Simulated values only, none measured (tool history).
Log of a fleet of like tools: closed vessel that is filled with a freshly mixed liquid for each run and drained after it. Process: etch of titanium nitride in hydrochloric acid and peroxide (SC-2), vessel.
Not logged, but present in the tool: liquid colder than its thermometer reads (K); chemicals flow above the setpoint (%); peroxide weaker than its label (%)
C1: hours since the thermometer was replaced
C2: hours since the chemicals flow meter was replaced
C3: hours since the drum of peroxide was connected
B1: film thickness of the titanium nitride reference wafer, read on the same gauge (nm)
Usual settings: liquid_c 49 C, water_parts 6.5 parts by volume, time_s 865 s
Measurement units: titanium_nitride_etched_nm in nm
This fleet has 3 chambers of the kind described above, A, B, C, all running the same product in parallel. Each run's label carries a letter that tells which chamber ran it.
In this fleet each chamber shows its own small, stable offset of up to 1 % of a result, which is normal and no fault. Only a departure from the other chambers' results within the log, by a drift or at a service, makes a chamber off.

run 1C hour=8.3 | liquid_c=49 water_parts=6.5 time_s=865 | C1=798.1 C2=320.7 C3=657.5 | B1=80.001 | titanium_nitride_etched_nm=27.595
run 2A hour=21.4 | liquid_c=49 water_parts=6.5 time_s=865 | C1=1973.5 C2=335.9 C3=568.9 | B1=80.011 | titanium_nitride_etched_nm=27.614
-- hour=25.5 chamber C: new drum of peroxide connected
run 3B hour=30.2 | liquid_c=49 water_parts=6.5 time_s=865 | C1=478.2 C2=1091.4 C3=345.9 | B1=80.007 | titanium_nitride_etched_nm=27.883
run 4A hour=41.3 | liquid_c=49 water_parts=6.5 time_s=865 | C1=1993.4 C2=355.8 C3=588.8 | B1=80.008 | titanium_nitride_etched_nm=27.857
run 5C hour=55.5 | liquid_c=49 water_parts=6.5 time_s=865 | C1=845.3 C2=367.9 C3=30.0 | B1=79.999 | titanium_nitride_etched_nm=27.609
run 6B hour=63.5 | liquid_c=49 water_parts=6.5 time_s=865 | C1=511.5 C2=1124.7 C3=379.2 | B1=79.982 | titanium_nitride_etched_nm=27.710
run 7A hour=75.7 | liquid_c=49 water_parts=6.5 time_s=865 | C1=2027.8 C2=390.2 C3=623.2 | B1=79.999 | titanium_nitride_etched_nm=27.850
run 8C hour=85.5 | liquid_c=49 water_parts=6.5 time_s=865 | C1=875.3 C2=397.9 C3=60.0 | B1=80.004 | titanium_nitride_etched_nm=27.517
run 9B hour=99.6 | liquid_c=49 water_parts=6.5 time_s=865 | C1=547.6 C2=1160.8 C3=415.3 | B1=80.014 | titanium_nitride_etched_nm=27.865
run 10C hour=108.5 | liquid_c=49 water_parts=6.5 time_s=865 | C1=898.3 C2=420.9 C3=83.0 | B1=79.995 | titanium_nitride_etched_nm=27.752
run 11A hour=116.5 | liquid_c=49 water_parts=6.5 time_s=390 | C1=2068.6 C2=431.0 C3=664.0 | B1=80.020 | titanium_nitride_etched_nm=12.523
run 12B hour=124.9 | liquid_c=49 water_parts=6.5 time_s=390 | C1=572.9 C2=1186.1 C3=440.6 | B1=79.984 | titanium_nitride_etched_nm=12.561
run 13A hour=133.7 | liquid_c=49 water_parts=6.5 time_s=390 | C1=2085.8 C2=448.2 C3=681.2 | B1=80.006 | titanium_nitride_etched_nm=12.528
-- hour=145.6 chamber A: thermometer replaced
run 14C hour=147.8 | liquid_c=49 water_parts=6.5 time_s=865 | C1=937.6 C2=460.2 C3=122.3 | B1=80.009 | titanium_nitride_etched_nm=27.651
run 15B hour=162.9 | liquid_c=49 water_parts=6.5 time_s=865 | C1=610.9 C2=1224.1 C3=478.6 | B1=79.991 | titanium_nitride_etched_nm=27.652
run 16B hour=176.6 | liquid_c=49 water_parts=4.0 time_s=1175 | C1=624.6 C2=1237.8 C3=492.3 | B1=80.014 | titanium_nitride_etched_nm=53.158
run 17C hour=191.0 | liquid_c=49 water_parts=4.0 time_s=1175 | C1=980.8 C2=503.4 C3=165.5 | B1=80.008 | titanium_nitride_etched_nm=53.541
-- hour=194.7 chamber C: chemicals flow meter replaced
run 18A hour=201.8 | liquid_c=49 water_parts=4.0 time_s=1175 | C1=56.3 C2=516.3 C3=749.3 | B1=79.988 | titanium_nitride_etched_nm=54.200
run 19A hour=209.7 | liquid_c=49 water_parts=6.5 time_s=865 | C1=64.2 C2=524.2 C3=757.2 | B1=79.995 | titanium_nitride_etched_nm=28.202
run 20C hour=218.3 | liquid_c=49 water_parts=6.5 time_s=865 | C1=1008.1 C2=23.7 C3=192.8 | B1=80.028 | titanium_nitride_etched_nm=27.743
run 21B hour=227.1 | liquid_c=49 water_parts=6.5 time_s=865 | C1=675.1 C2=1288.3 C3=542.8 | B1=79.999 | titanium_nitride_etched_nm=27.858
run 22B hour=237.6 | liquid_c=49 water_parts=4.0 time_s=865 | C1=685.6 C2=1298.8 C3=553.3 | B1=80.005 | titanium_nitride_etched_nm=39.022
run 23C hour=248.4 | liquid_c=49 water_parts=4.0 time_s=865 | C1=1038.2 C2=53.8 C3=222.9 | B1=79.988 | titanium_nitride_etched_nm=39.601
run 24A hour=257.1 | liquid_c=49 water_parts=4.0 time_s=865 | C1=111.6 C2=571.6 C3=804.6 | B1=80.023 | titanium_nitride_etched_nm=39.857
run 25C hour=266.7 | liquid_c=49 water_parts=6.5 time_s=865 | C1=1056.5 C2=72.1 C3=241.2 | B1=80.000 | titanium_nitride_etched_nm=27.633
run 26A hour=281.5 | liquid_c=49 water_parts=6.5 time_s=865 | C1=136.0 C2=596.0 C3=829.0 | B1=80.018 | titanium_nitride_etched_nm=28.411
run 27B hour=288.9 | liquid_c=49 water_parts=6.5 time_s=865 | C1=736.9 C2=1350.1 C3=604.6 | B1=80.007 | titanium_nitride_etched_nm=27.700
run 28C hour=296.7 | liquid_c=49 water_parts=6.5 time_s=865 | C1=1086.5 C2=102.1 C3=271.2 | B1=80.014 | titanium_nitride_etched_nm=27.833
run 29B hour=311.0 | liquid_c=49 water_parts=6.5 time_s=865 | C1=759.0 C2=1372.2 C3=626.7 | B1=79.991 | titanium_nitride_etched_nm=27.863
run 30A hour=323.3 | liquid_c=49 water_parts=6.5 time_s=865 | C1=177.8 C2=637.8 C3=870.8 | B1=79.983 | titanium_nitride_etched_nm=28.561
run 31B hour=335.8 | liquid_c=49 water_parts=6.5 time_s=865 | C1=783.8 C2=1397.0 C3=651.5 | B1=80.023 | titanium_nitride_etched_nm=27.626
-- hour=348.3 chamber B: chemicals flow meter replaced
run 32A hour=349.7 | liquid_c=49 water_parts=6.5 time_s=865 | C1=204.2 C2=664.2 C3=897.2 | B1=79.981 | titanium_nitride_etched_nm=28.533
run 33C hour=358.2 | liquid_c=49 water_parts=6.5 time_s=865 | C1=1148.0 C2=163.6 C3=332.7 | B1=80.009 | titanium_nitride_etched_nm=27.882
run 34A hour=366.9 | liquid_c=49 water_parts=6.5 time_s=865 | C1=221.4 C2=681.4 C3=914.4 | B1=80.007 | titanium_nitride_etched_nm=28.678
run 35B hour=380.9 | liquid_c=49 water_parts=6.5 time_s=865 | C1=828.9 C2=32.6 C3=696.6 | B1=79.999 | titanium_nitride_etched_nm=27.821
run 36C hour=388.3 | liquid_c=49 water_parts=6.5 time_s=865 | C1=1178.1 C2=193.7 C3=362.8 | B1=79.987 | titanium_nitride_etched_nm=27.617
run 37A hour=399.8 | liquid_c=49 water_parts=6.5 time_s=865 | C1=254.3 C2=714.3 C3=947.3 | B1=79.993 | titanium_nitride_etched_nm=28.649
run 38B hour=411.5 | liquid_c=49 water_parts=6.5 time_s=865 | C1=859.5 C2=63.2 C3=727.2 | B1=80.015 | titanium_nitride_etched_nm=27.776
run 39C hour=421.7 | liquid_c=49 water_parts=6.5 time_s=865 | C1=1211.5 C2=227.1 C3=396.2 | B1=79.990 | titanium_nitride_etched_nm=27.771

Next, every chamber runs the same settings. What will each give?
run 40A hour=432.5 | liquid_c=49 water_parts=6.5 time_s=580 | titanium_nitride_etched_nm=?
run 40B hour=432.5 | liquid_c=49 water_parts=6.5 time_s=580 | titanium_nitride_etched_nm=?
run 40C hour=432.5 | liquid_c=49 water_parts=6.5 time_s=580 | titanium_nitride_etched_nm=?

run=40A titanium_nitride_etched_nm=19.388
run=40B titanium_nitride_etched_nm=18.675
run=40C titanium_nitride_etched_nm=18.575
